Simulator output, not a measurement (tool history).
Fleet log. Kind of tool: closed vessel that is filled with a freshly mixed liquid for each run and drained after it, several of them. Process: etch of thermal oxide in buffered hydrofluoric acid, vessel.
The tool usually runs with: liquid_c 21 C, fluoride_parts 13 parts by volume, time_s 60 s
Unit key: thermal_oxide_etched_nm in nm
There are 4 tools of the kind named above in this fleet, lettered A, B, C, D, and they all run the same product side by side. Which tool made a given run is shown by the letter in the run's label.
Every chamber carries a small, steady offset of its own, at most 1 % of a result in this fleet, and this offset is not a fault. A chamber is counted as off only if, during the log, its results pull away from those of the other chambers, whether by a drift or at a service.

| run | hour | liquid_c | fluoride_parts | time_s | hours since the thermometer was replaced | hours since the hydrofluoric acid flow meter was replaced | read-back film thickness of the thermal oxide reference wafer, read on the same gauge (nm) | thermal_oxide_etched_nm |
|---|---|---|---|---|---|---|---|---|
| 1B | 14.8 | 21 | 13 | 60 | 313.4 | 559.3 | 39.983 | 45.115 |
| 2C | 29.5 | 21 | 13 | 60 | 1235.8 | 552.3 | 39.977 | 46.409 |
| 3A | 38.9 | 21 | 13 | 60 | 465.8 | 1966 | 39.989 | 45.548 |
| 4D | 47.5 | 21 | 13 | 60 | 415.8 | 910.6 | 39.993 | 45.071 |
| 5D | 60.7 | 21 | 13 | 60 | 429 | 923.8 | 39.969 | 46.533 |
| 6A | 67.8 | 21 | 13 | 60 | 494.7 | 1994.9 | 39.997 | 45.477 |
| 7B | 82.5 | 21 | 13 | 60 | 381.1 | 627 | 40.012 | 45.446 |
| 8C | 95.4 | 21 | 13 | 60 | 1301.7 | 618.2 | 39.988 | 45.333 |
| 9D | 106.9 | 21 | 13 | 60 | 475.2 | 970 | 39.953 | 46.33 |
| 10A | 119.1 | 21 | 13 | 60 | 546 | 2046.2 | 39.991 | 45.217 |
| 11C | 131.8 | 21 | 13 | 60 | 1338.1 | 654.6 | 39.984 | 44.67 |
| 12B | 141.9 | 21 | 13 | 60 | 440.5 | 686.4 | 40.03 | 45.219 |
| 13A | 151.8 | 21 | 13 | 60 | 578.7 | 2078.9 | 40.001 | 45.406 |
| 14C | 165.3 | 21 | 13 | 60 | 1371.6 | 688.1 | 40.053 | 44.91 |
| 15B | 175.9 | 21 | 13 | 60 | 474.5 | 720.4 | 39.991 | 45.801 |
| 16D | 185 | 21 | 13 | 60 | 553.3 | 1048.1 | 40.011 | 45.654 |
| 17B | 193.9 | 21 | 13 | 60 | 492.5 | 738.4 | 40.02 | 45.892 |
|  | 207.8 | chamber B: hydrofluoric acid flow meter replaced |
| 18A | 207.8 | 21 | 13 | 60 | 634.7 | 2134.9 | 40.003 | 44.814 |
| 19D | 217.8 | 21 | 13 | 60 | 586.1 | 1080.9 | 39.997 | 45.691 |
| 20C | 228.1 | 21 | 13 | 60 | 1434.4 | 750.9 | 40.026 | 43.106 |
| 21D | 236.7 | 21 | 13 | 60 | 605 | 1099.8 | 39.999 | 45.542 |
| 22B | 243.3 | 21 | 13 | 60 | 541.9 | 35.5 | 39.984 | 45.575 |
| 23A | 257.8 | 21 | 13 | 60 | 684.7 | 2184.9 | 40.012 | 46.136 |
| 24C | 269.5 | 21 | 13 | 60 | 1475.8 | 792.3 | 40 | 42.772 |
| 25B | 280.8 | 21 | 13 | 60 | 579.4 | 73 | 39.99 | 46.247 |
| 26A | 295.7 | 21 | 13 | 60 | 722.6 | 2222.8 | 40.009 | 45.058 |
| 27C | 305.9 | 21 | 13 | 60 | 1512.2 | 828.7 | 40.004 | 41.906 |
| 28D | 317.5 | 18.5 | 8 | 60 | 685.8 | 1180.6 | 39.995 | 63.41 |
| 29A | 328.9 | 18.5 | 8 | 60 | 755.8 | 2256 | 40.007 | 61.516 |
| 30B | 335.6 | 18.5 | 8 | 60 | 634.2 | 127.8 | 40.011 | 62.245 |
| 31D | 346.2 | 18.5 | 8 | 60 | 714.5 | 1209.3 | 39.991 | 63.022 |
| 32C | 357.6 | 21 | 13 | 60 | 1563.9 | 880.4 | 39.999 | 42.157 |
| 33B | 364.5 | 21 | 13 | 60 | 663.1 | 156.7 | 40.003 | 45.327 |
| 34A | 375.5 | 21 | 13 | 60 | 802.4 | 2302.6 | 40.003 | 45.204 |

Is one chamber off against the others, does the gauge drift, or is nothing wrong? If a chamber is off, say which, and what the likeliest cause is.

Chamber C drifts away from the others.
Cause: liquid colder than its thermometer reads (K) = 1.79.
It could be hard to tell apart here from: hydrofluoric acid flow below the setpoint (%).

Below are 4 candidate recipes for chamber C's next run, each the usual settings with a change, their results shown as question marks. Which of them brings C's results back in line with what the other chambers give on the usual settings?
A result is in line if it is within this distance of the other chambers' mean on the usual settings: thermal_oxide_etched_nm 1.3 nm
| 35C-1 | 386.3 | 21 | 13 | 55 |  |  |  | ? |
| 35C-2 | 386.3 | 24 | 13 | 60 |  |  |  | ? |
| 35C-3 | 386.3 | 21 | 13 | 50 |  |  |  | ? |
| 35C-4 | 386.3 | 21.5 | 13 | 65 |  |  |  | ? |

Mean of the other chambers on the usual settings: thermal_oxide_etched_nm 45.427 nm
| run | thermal_oxide_etched_nm |
|---|---|
| 35C-1 | 37.815 |
| 35C-2 | 48.712 |
| 35C-3 | 34.377 |
| 35C-4 | 45.939 |
35C-4 brings the chamber back in line.
